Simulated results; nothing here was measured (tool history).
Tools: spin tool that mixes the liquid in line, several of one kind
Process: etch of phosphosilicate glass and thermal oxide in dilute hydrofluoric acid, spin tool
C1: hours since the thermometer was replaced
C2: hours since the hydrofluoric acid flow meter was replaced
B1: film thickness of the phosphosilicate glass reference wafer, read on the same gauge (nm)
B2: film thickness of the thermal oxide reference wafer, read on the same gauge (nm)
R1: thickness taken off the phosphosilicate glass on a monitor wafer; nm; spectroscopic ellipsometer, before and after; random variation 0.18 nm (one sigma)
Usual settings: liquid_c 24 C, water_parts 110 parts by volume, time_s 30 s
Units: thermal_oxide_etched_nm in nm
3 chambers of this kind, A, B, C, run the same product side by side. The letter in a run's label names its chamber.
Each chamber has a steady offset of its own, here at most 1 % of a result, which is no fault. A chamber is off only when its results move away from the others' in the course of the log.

Run 1C, hour 3.8: usual settings; C1 638.5; C2 193.2; B1 70.022; B2 90.03. Result: R1 22.019 nm, thermal_oxide_etched_nm 1.3464 nm.
Run 2B, hour 9.3: usual settings; C1 403.8; C2 421.1; B1 70.007; B2 89.982. Result: R1 21.701 nm, thermal_oxide_etched_nm 1.2401 nm.
Run 3A, hour 12.3: usual settings; C1 2385; C2 1621.1; B1 70.033; B2 90.003. Result: R1 21.842 nm, thermal_oxide_etched_nm 1.33 nm.
Run 4C, hour 18.2: usual settings; C1 652.9; C2 207.6; B1 70.015; B2 89.994. Result: R1 21.979 nm, thermal_oxide_etched_nm 1.3147 nm.
Run 5B, hour 22.7: usual settings; C1 417.2; C2 434.5; B1 69.989; B2 89.99. Result: R1 21.913 nm, thermal_oxide_etched_nm 1.2797 nm.
Run 6A, hour 26: usual settings; C1 2398.7; C2 1634.8; B1 69.997; B2 90.015. Result: R1 22.112 nm, thermal_oxide_etched_nm 1.3321 nm.
Run 7B, hour 31.3: usual settings; C1 425.8; C2 443.1; B1 70.025; B2 90.034. Result: R1 21.588 nm, thermal_oxide_etched_nm 1.2829 nm.
Run 8A, hour 34.3: usual settings; C1 2407; C2 1643.1; B1 70.011; B2 89.988. Result: R1 21.584 nm, thermal_oxide_etched_nm 1.3329 nm.
Run 9C, hour 40.4: usual settings; C1 675.1; C2 229.8; B1 70.001; B2 90. Result: R1 22.039 nm, thermal_oxide_etched_nm 1.2898 nm.
Run 10A, hour 46.3: usual settings; C1 2419; C2 1655.1; B1 69.996; B2 89.993. Result: R1 21.993 nm, thermal_oxide_etched_nm 1.3194 nm.
Run 11C, hour 49.8: usual settings; C1 684.5; C2 239.2; B1 70.013; B2 89.985. Result: R1 21.981 nm, thermal_oxide_etched_nm 1.3063 nm.
Run 12B, hour 55.4: usual settings; C1 449.9; C2 467.2; B1 69.992; B2 90.001. Result: R1 22.007 nm, thermal_oxide_etched_nm 1.3036 nm.
Run 13A, hour 60.7: usual settings; C1 2433.4; C2 1669.5; B1 70.005; B2 90.001. Result: R1 21.902 nm, thermal_oxide_etched_nm 1.2783 nm.
Run 14B, hour 66.2: usual settings; C1 460.7; C2 478; B1 69.979; B2 90.017. Result: R1 21.648 nm, thermal_oxide_etched_nm 1.237 nm.
Run 15C, hour 69.3: usual settings; C1 704; C2 258.7; B1 69.984; B2 89.997. Result: R1 21.713 nm, thermal_oxide_etched_nm 1.3347 nm.
Run 16A, hour 73.3: usual settings; C1 2446; C2 1682.1; B1 70.026; B2 90.014. Result: R1 21.73 nm, thermal_oxide_etched_nm 1.3469 nm.
Run 17B, hour 76.5: usual settings; C1 471; C2 488.3; B1 70.027; B2 90.032. Result: R1 22.054 nm, thermal_oxide_etched_nm 1.2671 nm.
Run 18C, hour 82.4: usual settings; C1 717.1; C2 271.8; B1 69.98; B2 90.056. Result: R1 21.497 nm, thermal_oxide_etched_nm 1.3019 nm.
Run 19C, hour 88.4: usual settings; C1 723.1; C2 277.8; B1 70.019; B2 90.023. Result: R1 21.78 nm, thermal_oxide_etched_nm 1.2697 nm.
Run 20A, hour 93: usual settings; C1 2465.7; C2 1701.8; B1 70.004; B2 90.005. Result: R1 22.251 nm, thermal_oxide_etched_nm 1.3453 nm.
Run 21B, hour 98.3: usual settings; C1 492.8; C2 510.1; B1 69.992; B2 89.957. Result: R1 21.885 nm, thermal_oxide_etched_nm 1.3459 nm.
Run 22C, hour 101.1: usual settings; C1 735.8; C2 290.5; B1 69.997; B2 89.987. Result: R1 21.542 nm, thermal_oxide_etched_nm 1.229 nm.
Run 23A, hour 103.9: usual settings; C1 2476.6; C2 1712.7; B1 69.995; B2 90.006. Result: R1 22.41 nm, thermal_oxide_etched_nm 1.3497 nm.
Run 24B, hour 106.8: usual settings; C1 501.3; C2 518.6; B1 69.986; B2 89.992. Result: R1 21.789 nm, thermal_oxide_etched_nm 1.2758 nm.
Run 25B, hour 110.3: usual settings but liquid_c 27.5 C, water_parts 80 parts by volume; C1 504.8; C2 522.1; B1 70.004; B2 90.039. Result: R1 35.475 nm, thermal_oxide_etched_nm 2.1316 nm.
Run 26C, hour 113.7: usual settings but liquid_c 27.5 C, water_parts 80 parts by volume; C1 748.4; C2 303.1; B1 69.997; B2 89.979. Result: R1 36.808 nm, thermal_oxide_etched_nm 2.1383 nm.
Run 27A, hour 118: usual settings but liquid_c 27.5 C, water_parts 80 parts by volume; C1 2490.7; C2 1726.8; B1 69.991; B2 89.996. Result: R1 35.835 nm, thermal_oxide_etched_nm 2.1338 nm.
Run 28B, hour 123.2: usual settings; C1 517.7; C2 535; B1 70.005; B2 89.979. Result: R1 21.649 nm, thermal_oxide_etched_nm 1.3129 nm.
Run 29C, hour 126.2: usual settings; C1 760.9; C2 315.6; B1 70.017; B2 90.006. Result: R1 21.835 nm, thermal_oxide_etched_nm 1.3037 nm.
Run 30A, hour 129.3: usual settings; C1 2502; C2 1738.1; B1 70.019; B2 90.007. Result: R1 22.022 nm, thermal_oxide_etched_nm 1.3521 nm.
Run 31B, hour 133.5: usual settings; C1 528; C2 545.3; B1 70.007; B2 89.998. Result: R1 21.59 nm, thermal_oxide_etched_nm 1.2598 nm.
Run 32C, hour 136.6: usual settings; C1 771.3; C2 326; B1 69.98; B2 89.996. Result: R1 21.473 nm, thermal_oxide_etched_nm 1.3039 nm.
Run 33A, hour 139.6: usual settings; C1 2512.3; C2 1748.4; B1 70; B2 89.987. Result: R1 22.113 nm, thermal_oxide_etched_nm 1.2632 nm.
Run 34B, hour 144.6: usual settings; C1 539.1; C2 556.4; B1 69.984; B2 90.002. Result: R1 21.732 nm, thermal_oxide_etched_nm 1.3387 nm.
Run 35A, hour 149.8: usual settings but water_parts 145 parts by volume, time_s 45 s; C1 2522.5; C2 1758.6; B1 69.986; B2 89.976. Result: R1 24.126 nm, thermal_oxide_etched_nm 1.4015 nm.
Run 36C, hour 153: usual settings but water_parts 145 parts by volume, time_s 45 s; C1 787.7; C2 342.4; B1 70.026; B2 90.002. Result: R1 23.713 nm, thermal_oxide_etched_nm 1.3384 nm.
Run 37A, hour 159.1: usual settings but water_parts 145 parts by volume, time_s 45 s; C1 2531.8; C2 1767.9; B1 70.012; B2 89.974. Result: R1 24.275 nm, thermal_oxide_etched_nm 1.4015 nm.
Run 38C, hour 162.2: usual settings but liquid_c 20 C; C1 796.9; C2 351.6; B1 70.02; B2 90.001. Result: R1 18.782 nm, thermal_oxide_etched_nm 1.1019 nm.
Run 39B, hour 167.4: usual settings but liquid_c 20 C; C1 561.9; C2 579.2; B1 69.978; B2 89.985. Result: R1 18.331 nm, thermal_oxide_etched_nm 1.1649 nm.
Run 40B, hour 173.3: usual settings but liquid_c 20 C; C1 567.8; C2 585.1; B1 70.022; B2 89.981. Result: R1 18.674 nm, thermal_oxide_etched_nm 1.106 nm.
Run 41C, hour 176.2: usual settings; C1 810.9; C2 365.6; B1 69.999; B2 89.977. Result: R1 21.96 nm, thermal_oxide_etched_nm 1.3034 nm.
Run 42A, hour 182.2: usual settings; C1 2554.9; C2 1791; B1 70; B2 89.981. Result: R1 21.664 nm, thermal_oxide_etched_nm 1.3328 nm.
Run 43C, hour 186.8: usual settings; C1 821.5; C2 376.2; B1 70.028; B2 89.984. Result: R1 22.004 nm, thermal_oxide_etched_nm 1.3222 nm.
Run 44A, hour 189.6: usual settings; C1 2562.3; C2 1798.4; B1 69.997; B2 90.017. Result: R1 22.126 nm, thermal_oxide_etched_nm 1.3496 nm.

All 3 chambers run these settings next. Forecast each chamber's results:
Run 45A, hour 194: usual settings. Result: R1 ?, thermal_oxide_etched_nm ?.
Run 45B, hour 194: usual settings. Result: R1 ?, thermal_oxide_etched_nm ?.
Run 45C, hour 194: usual settings. Result: R1 ?, thermal_oxide_etched_nm ?.

run      R1  thermal_oxide_etched_nm
45A  21.782                   1.2865
45B  21.789                   1.2941
45C  21.816                    1.295

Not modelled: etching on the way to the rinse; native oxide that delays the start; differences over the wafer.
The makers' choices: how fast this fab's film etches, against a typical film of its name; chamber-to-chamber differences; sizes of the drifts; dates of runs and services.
